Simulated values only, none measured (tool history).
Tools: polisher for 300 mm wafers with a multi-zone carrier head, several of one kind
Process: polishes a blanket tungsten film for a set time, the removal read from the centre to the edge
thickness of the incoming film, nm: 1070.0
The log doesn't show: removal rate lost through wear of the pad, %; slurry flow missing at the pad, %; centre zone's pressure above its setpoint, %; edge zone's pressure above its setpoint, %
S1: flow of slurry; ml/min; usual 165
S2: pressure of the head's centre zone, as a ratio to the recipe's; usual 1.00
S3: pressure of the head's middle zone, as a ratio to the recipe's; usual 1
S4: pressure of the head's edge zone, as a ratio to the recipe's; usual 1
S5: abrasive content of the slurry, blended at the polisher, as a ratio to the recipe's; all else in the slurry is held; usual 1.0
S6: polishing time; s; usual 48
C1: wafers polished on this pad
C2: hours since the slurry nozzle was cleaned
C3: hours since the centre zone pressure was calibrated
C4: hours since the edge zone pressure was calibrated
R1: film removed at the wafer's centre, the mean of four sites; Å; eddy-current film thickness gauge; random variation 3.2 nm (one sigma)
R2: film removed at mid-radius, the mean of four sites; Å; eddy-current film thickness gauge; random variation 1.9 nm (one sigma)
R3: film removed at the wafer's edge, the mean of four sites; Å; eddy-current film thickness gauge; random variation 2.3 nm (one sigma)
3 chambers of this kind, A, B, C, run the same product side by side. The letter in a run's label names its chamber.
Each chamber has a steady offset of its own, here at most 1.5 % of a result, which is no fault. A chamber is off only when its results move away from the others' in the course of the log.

| run | hour | S1 | S2 | S3 | S4 | S5 | S6 | C1 | C2 | C3 | C4 | R1 | R2 | R3 |
|---|---|---|---|---|---|---|---|---|---|---|---|---|---|---|
|  | 5.6 | chamber C: worn pad replaced by a new one |
|  | 6.7 | chamber A: edge zone pressure recalibrated |
| 1C | 9.6 | 165 | 1.00 | 1 | 1 | 1.0 | 48 | 51 | 445.5 | 1021.5 | 965.8 | 2790.8 | 2870.8 | 2828.9 |
| 2A | 18.3 | 165 | 1.00 | 1 | 1 | 1.0 | 48 | 438 | 565.1 | 237.0 | 11.6 | 2863.9 | 2845.7 | 2842.6 |
| 3B | 31.3 | 165 | 1.00 | 1 | 1 | 1.0 | 48 | 1028 | 282.9 | 633.5 | 380.0 | 2844.1 | 2844.4 | 2856.8 |
| 4B | 46.7 | 165 | 1.00 | 1 | 1 | 1.0 | 48 | 1228 | 298.3 | 648.9 | 395.4 | 2880.9 | 2869.3 | 2869.3 |
| 5C | 61.3 | 165 | 1.00 | 1 | 1 | 0.8 | 33 | 722 | 497.2 | 1073.2 | 1017.5 | 1847.1 | 1822.6 | 1833.4 |
| 6A | 68.7 | 165 | 1.00 | 1 | 1 | 0.8 | 33 | 1092 | 615.5 | 287.4 | 62.0 | 1876.8 | 1858.1 | 1843.1 |
|  | 79.1 | chamber A: worn pad replaced by a new one |
| 7B | 80.9 | 165 | 1.00 | 1 | 1 | 0.8 | 33 | 1672 | 332.5 | 683.1 | 429.6 | 1848.4 | 1832.2 | 1884.1 |
| 8C | 90.3 | 165 | 1.00 | 1 | 1 | 1.0 | 48 | 1098 | 526.2 | 1102.2 | 1046.5 | 2789.3 | 2826.2 | 2825.3 |
|  | 94.2 | chamber A: centre zone pressure recalibrated |
|  | 97.2 | chamber C: worn pad replaced by a new one |
| 9A | 97.3 | 165 | 0.91 | 1 | 1 | 1.3 | 48 | 237 | 644.1 | 3.2 | 90.6 | 2704.0 | 3042.5 | 3035.8 |
| 10A | 108.1 | 165 | 0.91 | 1 | 1 | 1.3 | 48 | 377 | 654.9 | 14.0 | 101.4 | 2729.0 | 3007.4 | 2988.6 |
|  | 110.4 | chamber B: slurry nozzle cleaned |
| 11C | 117.0 | 165 | 0.91 | 1 | 1 | 1.3 | 48 | 257 | 552.9 | 1128.9 | 1073.2 | 2701.4 | 3032.7 | 3046.0 |
| 12B | 129.0 | 165 | 1.00 | 1 | 1 | 1.0 | 48 | 2295 | 18.6 | 731.2 | 477.7 | 2779.8 | 2788.2 | 2795.2 |
| 13A | 144.2 | 165 | 1.00 | 1 | 1 | 1.0 | 48 | 845 | 691.0 | 50.1 | 137.5 | 2865.6 | 2818.3 | 2832.6 |
| 14C | 156.6 | 165 | 1.00 | 1 | 1 | 1.0 | 48 | 771 | 592.5 | 1168.5 | 1112.8 | 2797.6 | 2824.3 | 2821.4 |
|  | 157.3 | chamber A: slurry nozzle cleaned |
| 15B | 169.5 | 165 | 1.00 | 1 | 1 | 1.0 | 48 | 2821 | 59.1 | 771.7 | 518.2 | 2745.5 | 2772.5 | 2773.4 |
| 16B | 179.4 | 165 | 1.00 | 1 | 1 | 1.0 | 48 | 2949 | 69.0 | 781.6 | 528.1 | 2748.7 | 2783.7 | 2803.4 |
|  | 181.6 | chamber A: worn pad replaced by a new one |
|  | 182.6 | chamber C: worn pad replaced by a new one |
| 17C | 186.4 | 165 | 1.00 | 1 | 1 | 1.0 | 48 | 50 | 622.3 | 1198.3 | 1142.6 | 2801.7 | 2854.7 | 2836.0 |
| 18A | 193.4 | 165 | 1.00 | 1 | 1 | 1.0 | 48 | 153 | 36.1 | 99.3 | 186.7 | 2947.5 | 2837.4 | 2865.5 |
| 19C | 207.0 | 165 | 1.00 | 1 | 1 | 1.0 | 48 | 317 | 642.9 | 1218.9 | 1163.2 | 2803.7 | 2832.5 | 2812.3 |
| 20A | 220.3 | 165 | 1.00 | 1 | 1 | 1.0 | 48 | 502 | 63.0 | 126.2 | 213.6 | 2868.1 | 2865.2 | 2835.9 |
|  | 225.9 | chamber C: slurry nozzle cleaned |
| 21B | 233.8 | 165 | 1.00 | 1 | 1 | 1.0 | 48 | 3655 | 123.4 | 836.0 | 582.5 | 2690.1 | 2727.4 | 2718.1 |
| 22A | 241.3 | 165 | 1.00 | 1 | 1 | 1.0 | 48 | 775 | 84.0 | 147.2 | 234.6 | 2867.9 | 2816.6 | 2795.5 |
|  | 241.6 | chamber C: centre zone pressure recalibrated |
| 23B | 249.3 | 165 | 1.00 | 1 | 1 | 1.0 | 48 | 3856 | 138.9 | 851.5 | 598.0 | 2769.2 | 2734.6 | 2730.6 |
|  | 259.6 | chamber C: edge zone pressure recalibrated |
| 24C | 264.4 | 165 | 1.00 | 1 | 1 | 1.0 | 48 | 1062 | 38.5 | 22.9 | 4.9 | 2807.0 | 2809.7 | 2810.1 |
| 25A | 274.7 | 165 | 1.00 | 1 | 1 | 1.0 | 48 | 1208 | 117.4 | 180.6 | 268.0 | 2855.3 | 2827.0 | 2854.2 |
|  | 278.5 | chamber A: worn pad replaced by a new one |
|  | 282.1 | chamber C: worn pad replaced by a new one |
| 26C | 287.9 | 165 | 1.00 | 1 | 1 | 1.0 | 48 | 75 | 62.0 | 46.4 | 28.4 | 2833.7 | 2853.8 | 2811.4 |
| 27B | 300.5 | 165 | 1.00 | 1 | 1 | 1.0 | 48 | 4520 | 190.1 | 902.7 | 649.2 | 2707.8 | 2708.0 | 2704.9 |
| 28A | 307.9 | 165 | 1.00 | 1 | 1 | 1.0 | 48 | 381 | 150.6 | 213.8 | 301.2 | 2873.1 | 2838.6 | 2834.9 |
| 29B | 319.4 | 165 | 1.00 | 1 | 1 | 1.0 | 48 | 4765 | 209.0 | 921.6 | 668.1 | 2677.7 | 2678.0 | 2681.7 |
|  | 323.9 | chamber B: centre zone pressure recalibrated |
|  | 326.4 | chamber B: edge zone pressure recalibrated |
| 30C | 328.8 | 165 | 1.00 | 1 | 1 | 1.0 | 48 | 605 | 102.9 | 87.3 | 69.3 | 2833.6 | 2854.2 | 2833.7 |
| 31C | 339.0 | 165 | 1.00 | 1 | 1 | 1.0 | 48 | 738 | 113.1 | 97.5 | 79.5 | 2809.6 | 2861.9 | 2838.4 |
| 32A | 352.4 | 165 | 1.00 | 1 | 1 | 1.0 | 48 | 958 | 195.1 | 258.3 | 345.7 | 2849.6 | 2879.4 | 2804.5 |
| 33B | 359.4 | 165 | 1.00 | 1 | 1 | 1.0 | 48 | 5284 | 249.0 | 35.6 | 33.0 | 2610.1 | 2632.4 | 2651.9 |
| 34B | 367.7 | 165 | 1.00 | 1 | 1 | 1.0 | 48 | 5391 | 257.3 | 43.9 | 41.3 | 2586.3 | 2619.2 | 2659.4 |
|  | 375.7 | chamber A: worn pad replaced by a new one |
| 35A | 380.4 | 165 | 1.00 | 1 | 1 | 1.0 | 48 | 61 | 223.1 | 286.3 | 373.7 | 2874.3 | 2842.8 | 2862.3 |
|  | 381.1 | chamber C: worn pad replaced by a new one |
| 36C | 389.3 | 165 | 1.00 | 1 | 1 | 1.0 | 48 | 107 | 163.4 | 147.8 | 129.8 | 2851.6 | 2851.6 | 2881.2 |
| 37B | 403.3 | 165 | 0.93 | 1 | 1 | 1.0 | 48 | 5853 | 292.9 | 79.5 | 76.9 | 2410.1 | 2598.1 | 2635.9 |
| 38C | 412.8 | 165 | 0.93 | 1 | 1 | 1.0 | 48 | 411 | 186.9 | 171.3 | 153.3 | 2617.6 | 2858.0 | 2877.6 |
|  | 424.8 | chamber A: centre zone pressure recalibrated |
| 39A | 425.2 | 165 | 0.93 | 1 | 1 | 1.0 | 48 | 642 | 267.9 | 0.5 | 418.5 | 2644.4 | 2825.0 | 2844.0 |
| 40B | 435.2 | 165 | 1.00 | 1 | 1 | 1.0 | 48 | 6267 | 324.8 | 111.4 | 108.8 | 2544.8 | 2598.2 | 2586.8 |
| 41C | 446.4 | 165 | 1.00 | 1 | 1 | 1.0 | 48 | 847 | 220.5 | 204.9 | 186.9 | 2840.4 | 2844.0 | 2799.6 |
|  | 459.0 | chamber A: worn pad replaced by a new one |
| 42A | 460.8 | 165 | 1.00 | 1 | 1 | 1.0 | 48 | 23 | 303.5 | 36.1 | 454.1 | 2901.4 | 2828.7 | 2841.2 |

What goes on in this fleet: one chamber off, a drifting gauge, or nothing beyond the chambers' own small offsets? Name the chamber and the cause, if any.

Chamber B drifts away from the others.
Cause: removal rate lost through wear of the pad, % = 10.2.

Here are 4 candidates for chamber B's next run, each the usual settings with a change, their results left as question marks. Which one brings its results back in line with what the others give on the usual settings?
In line means no further than this from the other chambers' mean on the usual settings: R1 110.0 Å; R2 64.0 Å; R3 78.0 Å
| 43B-1 | 471.9 | 165 | 1.01 | 1.00 | 1.00 | 1.0 | 50 |  |  |  |  | ? | ? | ? |
| 43B-2 | 471.9 | 170 | 1.01 | 1.00 | 1.00 | 1.0 | 53 |  |  |  |  | ? | ? | ? |
| 43B-3 | 471.9 | 160 | 0.99 | 0.99 | 1.01 | 1.0 | 44 |  |  |  |  | ? | ? | ? |
| 43B-4 | 471.9 | 165 | 0.99 | 1.00 | 1.00 | 1.0 | 46 |  |  |  |  | ? | ? | ? |

The other chambers' mean on the usual settings: R1 2847.7 Å; R2 2837.8 Å; R3 2826.2 Å
| run | R1 | R2 | R3 |
|---|---|---|---|
| 43B-1 | 2713.6 | 2654.0 | 2688.2 |
| 43B-2 | 2892.9 | 2827.7 | 2860.1 |
| 43B-3 | 2321.1 | 2301.6 | 2369.3 |
| 43B-4 | 2441.6 | 2442.0 | 2473.2 |
43B-2 brings the chamber back in line.
